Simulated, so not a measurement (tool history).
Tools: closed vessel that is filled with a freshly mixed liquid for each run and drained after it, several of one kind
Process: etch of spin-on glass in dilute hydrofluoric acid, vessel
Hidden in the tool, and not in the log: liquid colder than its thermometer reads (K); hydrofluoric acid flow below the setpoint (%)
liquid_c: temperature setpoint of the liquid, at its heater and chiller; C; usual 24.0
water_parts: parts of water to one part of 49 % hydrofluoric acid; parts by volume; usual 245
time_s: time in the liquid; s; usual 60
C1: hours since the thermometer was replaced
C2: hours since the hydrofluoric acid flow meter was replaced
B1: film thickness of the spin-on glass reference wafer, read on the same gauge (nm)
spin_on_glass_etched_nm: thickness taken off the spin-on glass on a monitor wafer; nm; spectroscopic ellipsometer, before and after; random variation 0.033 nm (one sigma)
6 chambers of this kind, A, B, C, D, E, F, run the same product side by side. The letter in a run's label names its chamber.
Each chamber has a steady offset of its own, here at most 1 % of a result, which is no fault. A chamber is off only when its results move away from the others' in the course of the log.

Run 1C, hour 12.4: usual settings; C1 265.5; C2 377.6; B1 30.013. Result: spin_on_glass_etched_nm 8.6596 nm.
Run 2B, hour 22.8: usual settings; C1 307.7; C2 491.2; B1 29.974. Result: spin_on_glass_etched_nm 8.4955 nm.
Run 3A, hour 37.1: usual settings; C1 447.5; C2 642.9; B1 29.996. Result: spin_on_glass_etched_nm 8.6122 nm.
At hour 43.2: chamber D: thermometer replaced.
Run 4D, hour 50.6: usual settings; C1 7.5; C2 404.3; B1 30.000. Result: spin_on_glass_etched_nm 8.6122 nm.
Run 5F, hour 63.2: usual settings; C1 724.9; C2 407.5; B1 29.996. Result: spin_on_glass_etched_nm 8.4870 nm.
Run 6E, hour 77.6: usual settings; C1 455.1; C2 198.9; B1 29.991. Result: spin_on_glass_etched_nm 8.6533 nm.
Run 7D, hour 91.9: usual settings; C1 48.8; C2 445.6; B1 30.005. Result: spin_on_glass_etched_nm 8.6203 nm.
Run 8A, hour 103.5: usual settings but water_parts 170 parts by volume, time_s 85 s; C1 513.9; C2 709.3; B1 30.005. Result: spin_on_glass_etched_nm 18.8970 nm.
Run 9F, hour 117.1: usual settings but water_parts 170 parts by volume, time_s 85 s; C1 778.8; C2 461.4; B1 30.017. Result: spin_on_glass_etched_nm 18.8410 nm.
Run 10B, hour 130.6: usual settings but water_parts 170 parts by volume, time_s 85 s; C1 415.5; C2 599.0; B1 30.000. Result: spin_on_glass_etched_nm 19.0700 nm.
Run 11C, hour 142.1: usual settings but water_parts 170 parts by volume, time_s 85 s; C1 395.2; C2 507.3; B1 29.991. Result: spin_on_glass_etched_nm 19.0130 nm.
Run 12E, hour 152.9: usual settings but water_parts 170 parts by volume, time_s 85 s; C1 530.4; C2 274.2; B1 30.015. Result: spin_on_glass_etched_nm 19.0460 nm.
Run 13F, hour 165.7: usual settings but water_parts 170 parts by volume, time_s 85 s; C1 827.4; C2 510.0; B1 30.019. Result: spin_on_glass_etched_nm 18.9240 nm.
Run 14B, hour 176.1: usual settings; C1 461.0; C2 644.5; B1 29.994. Result: spin_on_glass_etched_nm 8.5127 nm.
Run 15C, hour 183.4: usual settings; C1 436.5; C2 548.6; B1 29.990. Result: spin_on_glass_etched_nm 8.5511 nm.
Run 16A, hour 196.9: usual settings; C1 607.3; C2 802.7; B1 29.998. Result: spin_on_glass_etched_nm 8.6164 nm.
Run 17E, hour 210.5: usual settings; C1 588.0; C2 331.8; B1 30.003. Result: spin_on_glass_etched_nm 8.5239 nm.
Run 18D, hour 224.4: usual settings; C1 181.3; C2 578.1; B1 30.004. Result: spin_on_glass_etched_nm 8.5911 nm.
Run 19E, hour 231.5: usual settings; C1 609.0; C2 352.8; B1 29.998. Result: spin_on_glass_etched_nm 8.4324 nm.
Run 20C, hour 243.5: usual settings; C1 496.6; C2 608.7; B1 29.998. Result: spin_on_glass_etched_nm 8.5847 nm.
Run 21B, hour 254.0: usual settings; C1 538.9; C2 722.4; B1 30.005. Result: spin_on_glass_etched_nm 8.6010 nm.
Run 22A, hour 261.8: usual settings; C1 672.2; C2 867.6; B1 30.006. Result: spin_on_glass_etched_nm 8.6115 nm.
Run 23D, hour 270.5: usual settings; C1 227.4; C2 624.2; B1 29.985. Result: spin_on_glass_etched_nm 8.5718 nm.
Run 24F, hour 285.0: usual settings; C1 946.7; C2 629.3; B1 30.001. Result: spin_on_glass_etched_nm 8.4523 nm.
Run 25E, hour 296.9: usual settings but liquid_c 22.5 C; C1 674.4; C2 418.2; B1 29.993. Result: spin_on_glass_etched_nm 7.9924 nm.
Run 26B, hour 305.3: usual settings but liquid_c 22.5 C; C1 590.2; C2 773.7; B1 30.003. Result: spin_on_glass_etched_nm 8.1307 nm.
Run 27C, hour 314.0: usual settings but liquid_c 22.5 C; C1 567.1; C2 679.2; B1 29.998. Result: spin_on_glass_etched_nm 8.1217 nm.
Run 28D, hour 324.4: usual settings but liquid_c 22.5 C; C1 281.3; C2 678.1; B1 29.992. Result: spin_on_glass_etched_nm 8.1238 nm.
Run 29A, hour 338.6: usual settings but liquid_c 22.5 C; C1 749.0; C2 944.4; B1 30.006. Result: spin_on_glass_etched_nm 8.0893 nm.
Run 30F, hour 352.7: usual settings but liquid_c 22.5 C; C1 1014.4; C2 697.0; B1 29.994. Result: spin_on_glass_etched_nm 8.0390 nm.
Run 31F, hour 361.0: usual settings but water_parts 140 parts by volume; C1 1022.7; C2 705.3; B1 30.009. Result: spin_on_glass_etched_nm 16.8280 nm.
Run 32E, hour 370.4: usual settings but water_parts 140 parts by volume; C1 747.9; C2 491.7; B1 29.995. Result: spin_on_glass_etched_nm 16.4330 nm.
Run 33C, hour 380.3: usual settings but water_parts 140 parts by volume; C1 633.4; C2 745.5; B1 29.996. Result: spin_on_glass_etched_nm 16.7110 nm.
Run 34B, hour 388.4: usual settings but water_parts 140 parts by volume; C1 673.3; C2 856.8; B1 29.995. Result: spin_on_glass_etched_nm 16.8470 nm.
Run 35D, hour 398.1: usual settings but water_parts 140 parts by volume; C1 355.0; C2 751.8; B1 30.028. Result: spin_on_glass_etched_nm 16.9320 nm.
Run 36A, hour 406.5: usual settings but water_parts 140 parts by volume; C1 816.9; C2 1012.3; B1 29.993. Result: spin_on_glass_etched_nm 16.7460 nm.
Run 37E, hour 415.8: usual settings; C1 793.3; C2 537.1; B1 30.009. Result: spin_on_glass_etched_nm 8.3013 nm.
Run 38F, hour 423.7: usual settings; C1 1085.4; C2 768.0; B1 30.015. Result: spin_on_glass_etched_nm 8.4675 nm.
Run 39A, hour 432.3: usual settings; C1 842.7; C2 1038.1; B1 29.998. Result: spin_on_glass_etched_nm 8.5943 nm.

What goes on in this fleet: one chamber off, a drifting gauge, or nothing beyond the chambers' own small offsets? Name the chamber and the cause, if any.

Chamber E drifts away from the others.
Cause: liquid colder than its thermometer reads (K) = 1.03.
The log may not tell that from: hydrofluoric acid flow below the setpoint (%).

Here are 4 candidates for chamber E's next run, each the usual settings with a change, their results left as question marks. Which one brings its results back in line with what the others give on the usual settings?
In line means no further than this from the other chambers' mean on the usual settings: spin_on_glass_etched_nm 0.1100 nm
Run 40E-1, hour 442.8: usual settings but liquid_c 23.5 C. Result: spin_on_glass_etched_nm ?.
Run 40E-2, hour 442.8: usual settings but liquid_c 23.0 C. Result: spin_on_glass_etched_nm ?.
Run 40E-3, hour 442.8: usual settings but liquid_c 24.5 C. Result: spin_on_glass_etched_nm ?.
Run 40E-4, hour 442.8: usual settings but liquid_c 25.0 C. Result: spin_on_glass_etched_nm ?.

The other chambers' mean on the usual settings: spin_on_glass_etched_nm 8.5671 nm
  run  spin_on_glass_etched_nm
40E-1                   8.1101
40E-2                   7.9658
40E-3                   8.4042
40E-4                   8.5570
40E-4 brings the chamber back in line.

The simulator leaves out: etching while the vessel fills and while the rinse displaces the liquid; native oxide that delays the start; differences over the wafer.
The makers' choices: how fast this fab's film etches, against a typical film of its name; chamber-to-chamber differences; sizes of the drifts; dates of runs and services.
